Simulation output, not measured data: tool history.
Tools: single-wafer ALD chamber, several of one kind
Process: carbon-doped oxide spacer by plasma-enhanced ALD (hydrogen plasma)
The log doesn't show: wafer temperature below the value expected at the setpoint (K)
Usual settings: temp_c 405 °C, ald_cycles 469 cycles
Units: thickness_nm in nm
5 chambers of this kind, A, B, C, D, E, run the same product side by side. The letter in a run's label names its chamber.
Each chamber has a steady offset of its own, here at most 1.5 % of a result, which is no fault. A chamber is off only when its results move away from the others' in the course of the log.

| run | hour | temp_c | ald_cycles | hours since the last thermocouple change | read-back reference wafer on the same gauge, thickness_nm | thickness_nm |
|---|---|---|---|---|---|---|
| 1B | 11.3 | 405 | 469 | 1679.1 | 19.786 | 22.777 |
| 2D | 22.3 | 405 | 469 | 2083.4 | 19.796 | 23.032 |
| 3C | 32.4 | 405 | 469 | 345.5 | 19.801 | 23.033 |
| 4E | 40.2 | 405 | 469 | 1031.0 | 19.797 | 23.269 |
| 5A | 52.4 | 397 | 469 | 629.3 | 19.796 | 23.635 |
| 6C | 65.9 | 397 | 469 | 379.0 | 19.797 | 23.534 |
| 7A | 76.7 | 397 | 469 | 653.6 | 19.803 | 23.673 |
| 8E | 86.6 | 397 | 469 | 1077.4 | 19.795 | 23.714 |
| 9B | 95.9 | 397 | 469 | 1763.7 | 19.793 | 23.223 |
|  | 98.4 | chamber D: thermocouple changed; heater temperature recalibrated |
| 10D | 109.9 | 405 | 469 | 11.6 | 19.784 | 23.115 |
| 11D | 118.2 | 405 | 469 | 19.9 | 19.796 | 23.138 |
| 12A | 132.1 | 405 | 469 | 709.0 | 19.804 | 23.359 |
| 13C | 144.9 | 414 | 469 | 458.0 | 19.795 | 22.462 |
| 14E | 156.2 | 414 | 469 | 1147.0 | 19.804 | 22.626 |
| 15B | 166.1 | 414 | 469 | 1833.9 | 19.800 | 22.274 |
| 16A | 179.1 | 414 | 469 | 756.0 | 19.796 | 22.675 |
| 17D | 186.9 | 414 | 469 | 88.6 | 19.799 | 22.482 |
| 18C | 195.1 | 405 | 469 | 508.2 | 19.807 | 23.143 |
| 19B | 210.4 | 405 | 469 | 1878.2 | 19.799 | 22.933 |
| 20E | 222.8 | 405 | 469 | 1213.6 | 19.798 | 23.207 |
| 21C | 230.8 | 405 | 469 | 543.9 | 19.792 | 23.129 |
| 22A | 239.8 | 405 | 469 | 816.7 | 19.804 | 23.334 |
| 23E | 248.8 | 413 | 515 | 1239.6 | 19.795 | 24.888 |
| 24B | 255.8 | 413 | 515 | 1923.6 | 19.801 | 24.508 |
| 25D | 269.2 | 413 | 515 | 170.9 | 19.786 | 24.807 |
| 26C | 283.8 | 413 | 515 | 596.9 | 19.790 | 24.696 |
| 27E | 294.2 | 413 | 515 | 1285.0 | 19.787 | 24.947 |
| 28A | 301.1 | 405 | 469 | 878.0 | 19.807 | 23.446 |
| 29B | 311.6 | 405 | 469 | 1979.4 | 19.814 | 22.995 |
| 30D | 323.3 | 405 | 469 | 225.0 | 19.787 | 23.203 |
| 31A | 336.2 | 405 | 469 | 913.1 | 19.804 | 23.224 |
| 32B | 350.4 | 405 | 469 | 2018.2 | 19.805 | 22.990 |
| 33D | 363.4 | 405 | 469 | 265.1 | 19.811 | 23.167 |
| 34E | 377.5 | 417 | 406 | 1368.3 | 19.801 | 19.449 |
| 35C | 384.7 | 417 | 406 | 697.8 | 19.809 | 19.261 |
| 36D | 398.9 | 417 | 406 | 300.6 | 19.787 | 19.300 |
| 37A | 409.1 | 417 | 406 | 986.0 | 19.805 | 19.421 |

All 5 chambers run these settings next. Forecast each chamber's results:
| 38A | 420.6 | 393 | 469 |  |  | ? |
| 38B | 420.6 | 393 | 469 |  |  | ? |
| 38C | 420.6 | 393 | 469 |  |  | ? |
| 38D | 420.6 | 393 | 469 |  |  | ? |
| 38E | 420.6 | 393 | 469 |  |  | ? |

| run | thickness_nm |
|---|---|
| 38A | 23.735 |
| 38B | 23.350 |
| 38C | 23.477 |
| 38D | 23.567 |
| 38E | 23.665 |
